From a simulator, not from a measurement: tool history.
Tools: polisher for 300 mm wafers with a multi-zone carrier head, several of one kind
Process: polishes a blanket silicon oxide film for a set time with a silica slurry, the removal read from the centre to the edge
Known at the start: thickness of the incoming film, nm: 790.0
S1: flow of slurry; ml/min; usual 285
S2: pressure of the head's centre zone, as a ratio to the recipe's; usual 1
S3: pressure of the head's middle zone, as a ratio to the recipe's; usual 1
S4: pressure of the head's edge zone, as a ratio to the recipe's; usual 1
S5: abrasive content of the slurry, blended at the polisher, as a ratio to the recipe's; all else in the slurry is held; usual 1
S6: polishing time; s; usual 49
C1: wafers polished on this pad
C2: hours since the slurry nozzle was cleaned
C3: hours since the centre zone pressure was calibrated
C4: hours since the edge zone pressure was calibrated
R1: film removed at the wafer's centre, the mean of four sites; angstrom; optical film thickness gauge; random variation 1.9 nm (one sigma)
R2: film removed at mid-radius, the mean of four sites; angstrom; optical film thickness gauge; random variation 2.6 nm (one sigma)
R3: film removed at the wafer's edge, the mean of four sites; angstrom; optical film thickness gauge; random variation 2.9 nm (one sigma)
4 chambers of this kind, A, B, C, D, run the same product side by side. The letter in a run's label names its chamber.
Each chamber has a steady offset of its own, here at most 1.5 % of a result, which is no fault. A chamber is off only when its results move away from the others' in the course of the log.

-- hour=1.9 chamber B: slurry nozzle cleaned
-- hour=2.3 chamber C: worn pad replaced by a new one
run 1D hour=9.5 | S1=285 S2=1 S3=1 S4=1 S5=1 S6=49 | C1=415 C2=279.6 C3=392.4 C4=398.8 | R1=2781.8 R2=2740.7 R3=2761.8
run 2A hour=17.5 | S1=285 S2=1 S3=1 S4=1 S5=1 S6=49 | C1=402 C2=222.8 C3=221.5 C4=170.9 | R1=2757 R2=2739.2 R3=2753.7
-- hour=22.3 chamber D: slurry nozzle cleaned
run 3B hour=27.4 | S1=285 S2=1 S3=1 S4=1 S5=1 S6=49 | C1=738 C2=25.5 C3=478.1 C4=97 | R1=2768.2 R2=2723.2 R3=2775.3
run 4C hour=33.8 | S1=285 S2=1 S3=1 S4=1 S5=1 S6=49 | C1=456 C2=378.8 C3=555.6 C4=52.9 | R1=2723 R2=2742.1 R3=2742.9
-- hour=38.7 chamber C: slurry nozzle cleaned
run 5A hour=40.9 | S1=285 S2=1 S3=1 S4=1 S5=1 S6=49 | C1=741 C2=246.2 C3=244.9 C4=194.3 | R1=2773.5 R2=2712.5 R3=2681
-- hour=44.5 chamber B: worn pad replaced by a new one
run 6B hour=46.1 | S1=285 S2=1 S3=1 S4=1 S5=1 S6=49 | C1=24 C2=44.2 C3=496.8 C4=115.7 | R1=2798.5 R2=2771.3 R3=2711.2
-- hour=48.3 chamber A: worn pad replaced by a new one
-- hour=51.6 chamber C: worn pad replaced by a new one
-- hour=53.5 chamber D: worn pad replaced by a new one
run 7C hour=55.9 | S1=285 S2=1 S3=1 S4=1 S5=1 S6=49 | C1=62 C2=17.3 C3=577.7 C4=75 | R1=2736.2 R2=2795.4 R3=2754.6
run 8D hour=65.8 | S1=285 S2=1 S3=1 S4=1 S5=1 S6=49 | C1=178 C2=43.5 C3=448.7 C4=455.1 | R1=2747.4 R2=2767.7 R3=2704.2
run 9C hour=75.8 | S1=285 S2=1 S3=1 S4=1 S5=1 S6=49 | C1=351 C2=37.2 C3=597.6 C4=94.9 | R1=2754.3 R2=2808.6 R3=2760.2
run 10A hour=85.1 | S1=285 S2=1 S3=1 S4=1 S5=1 S6=49 | C1=533 C2=290.4 C3=289.1 C4=238.5 | R1=2731.9 R2=2727.6 R3=2804.8
-- hour=92.1 chamber D: centre zone pressure recalibrated
run 11B hour=93.9 | S1=285 S2=1 S3=1 S4=1 S5=1 S6=49 | C1=716 C2=92 C3=544.6 C4=163.5 | R1=2803.1 R2=2686.4 R3=2733.4
-- hour=100.7 chamber C: worn pad replaced by a new one
run 12D hour=102.1 | S1=285 S2=1 S3=1 S4=1 S5=1 S6=49 | C1=703 C2=79.8 C3=10.1 C4=491.4 | R1=2746.4 R2=2729.8 R3=2690
-- hour=102.5 chamber A: worn pad replaced by a new one
run 13B hour=110.8 | S1=285 S2=1 S3=1 S4=1 S5=1 S6=49 | C1=961 C2=108.9 C3=561.5 C4=180.4 | R1=2785.1 R2=2746.2 R3=2774
run 14A hour=117.4 | S1=285 S2=1 S3=1 S4=1 S5=1 S6=49 | C1=216 C2=322.7 C3=321.4 C4=270.8 | R1=2751.2 R2=2746.4 R3=2748
-- hour=124.6 chamber D: worn pad replaced by a new one
run 15C hour=124.7 | S1=285 S2=1 S3=1 S4=1 S5=1 S6=49 | C1=348 C2=86.1 C3=646.5 C4=143.8 | R1=2688.9 R2=2702.4 R3=2781.7
-- hour=130.6 chamber B: worn pad replaced by a new one
run 16D hour=133.4 | S1=285 S2=1 S3=1 S4=1 S5=1 S6=49 | C1=128 C2=111.1 C3=41.4 C4=522.7 | R1=2757.5 R2=2707.9 R3=2767.4
run 17D hour=138.4 | S1=285 S2=1.05 S3=1 S4=1 S5=1 S6=49 | C1=201 C2=116.1 C3=46.4 C4=527.7 | R1=2951.5 R2=2699.4 R3=2708.2
run 18A hour=143.2 | S1=285 S2=1.05 S3=1 S4=1 S5=1 S6=49 | C1=590 C2=348.5 C3=347.2 C4=296.6 | R1=2872.4 R2=2735 R3=2761
-- hour=149.3 chamber A: worn pad replaced by a new one
run 19C hour=150.9 | S1=285 S2=1.05 S3=1 S4=1 S5=1 S6=49 | C1=727 C2=112.3 C3=672.7 C4=170 | R1=2833.1 R2=2794 R3=2797.2
-- hour=152 chamber C: worn pad replaced by a new one
run 20B hour=158.3 | S1=285 S2=1.05 S3=1 S4=1 S5=1 S6=49 | C1=402 C2=156.4 C3=609 C4=227.9 | R1=2897.6 R2=2733.4 R3=2767.1
-- hour=159.3 chamber B: centre zone pressure recalibrated
-- hour=165.3 chamber A: centre zone pressure recalibrated
run 21B hour=166.3 | S1=285 S2=1.06 S3=1 S4=1 S5=1 S6=49 | C1=518 C2=164.4 C3=7 C4=235.9 | R1=2940.1 R2=2753.4 R3=2734.7
run 22C hour=175.1 | S1=285 S2=1.06 S3=1 S4=1 S5=1 S6=49 | C1=334 C2=136.5 C3=696.9 C4=194.2 | R1=2841.8 R2=2746.4 R3=2743.4
run 23D hour=180.8 | S1=285 S2=1.06 S3=1 S4=1 S5=1 S6=49 | C1=815 C2=158.5 C3=88.8 C4=570.1 | R1=2959.9 R2=2729.6 R3=2715.4
run 24A hour=188.2 | S1=285 S2=1.06 S3=1 S4=1 S5=1 S6=49 | C1=563 C2=393.5 C3=23 C4=341.6 | R1=2903.3 R2=2740.8 R3=2693.2
run 25C hour=196.8 | S1=285 S2=1 S3=1 S4=1 S5=1 S6=49 | C1=648 C2=158.2 C3=718.6 C4=215.9 | R1=2624.5 R2=2841.1 R3=2734.3
-- hour=197.6 chamber D: worn pad replaced by a new one
-- hour=198.3 chamber B: worn pad replaced by a new one
run 26B hour=201.2 | S1=285 S2=1 S3=1 S4=1 S5=1 S6=49 | C1=42 C2=199.3 C3=41.9 C4=270.8 | R1=2787.2 R2=2780.5 R3=2736.6
-- hour=206.2 chamber A: worn pad replaced by a new one
run 27D hour=211.3 | S1=285 S2=1 S3=1 S4=1 S5=1 S6=44 | C1=198 C2=189 C3=119.3 C4=600.6 | R1=2488.8 R2=2440.6 R3=2497.3
-- hour=212.8 chamber C: worn pad replaced by a new one
run 28A hour=217.6 | S1=285 S2=1 S3=1 S4=1 S5=1 S6=44 | C1=165 C2=422.9 C3=52.4 C4=371 | R1=2474.2 R2=2474.6 R3=2496.9
run 29A hour=224.6 | S1=285 S2=1 S3=1 S4=1 S5=1 S6=44 | C1=266 C2=429.9 C3=59.4 C4=378 | R1=2461.7 R2=2491 R3=2486.1
run 30D hour=232.3 | S1=285 S2=1 S3=1 S4=1 S5=1 S6=44 | C1=502 C2=210 C3=140.3 C4=621.6 | R1=2478.4 R2=2493.9 R3=2512.7
run 31C hour=239.7 | S1=285 S2=1 S3=1 S4=1 S5=1 S6=49 | C1=389 C2=201.1 C3=761.5 C4=258.8 | R1=2595.5 R2=2771.6 R3=2752.4
run 32B hour=245.3 | S1=285 S2=1 S3=1 S4=1 S5=1 S6=49 | C1=680 C2=243.4 C3=86 C4=314.9 | R1=2798.1 R2=2773.6 R3=2764.8
run 33D hour=254 | S1=285 S2=1 S3=1 S4=1 S5=1 S6=49 | C1=816 C2=231.7 C3=162 C4=643.3 | R1=2799.5 R2=2757.6 R3=2743.4
run 34B hour=262.1 | S1=285 S2=1 S3=1 S4=1 S5=1 S6=49 | C1=924 C2=260.2 C3=102.8 C4=331.7 | R1=2802.5 R2=2746 R3=2787.7
-- hour=270.9 chamber C: worn pad replaced by a new one
run 35C hour=271.7 | S1=285 S2=1 S3=1 S4=1 S5=1 S6=49 | C1=11 C2=233.1 C3=793.5 C4=290.8 | R1=2557.9 R2=2754.5 R3=2757.6

All 4 chambers run these settings next. Forecast each chamber's results:
run 36A hour=278.9 | S1=285 S2=1 S3=1 S4=1 S5=1 S6=55 | R1=? R2=? R3=?
run 36B hour=278.9 | S1=285 S2=1 S3=1 S4=1 S5=1 S6=55 | R1=? R2=? R3=?
run 36C hour=278.9 | S1=285 S2=1 S3=1 S4=1 S5=1 S6=55 | R1=? R2=? R3=?
run 36D hour=278.9 | S1=285 S2=1 S3=1 S4=1 S5=1 S6=55 | R1=? R2=? R3=?

run=36A R1=3097.6 R2=3055 R3=3130.9
run=36B R1=3109.4 R2=3100.3 R3=3068.7
run=36C R1=2890.6 R2=3109.6 R3=3088.6
run=36D R1=3114.2 R2=3083 R3=3083.6
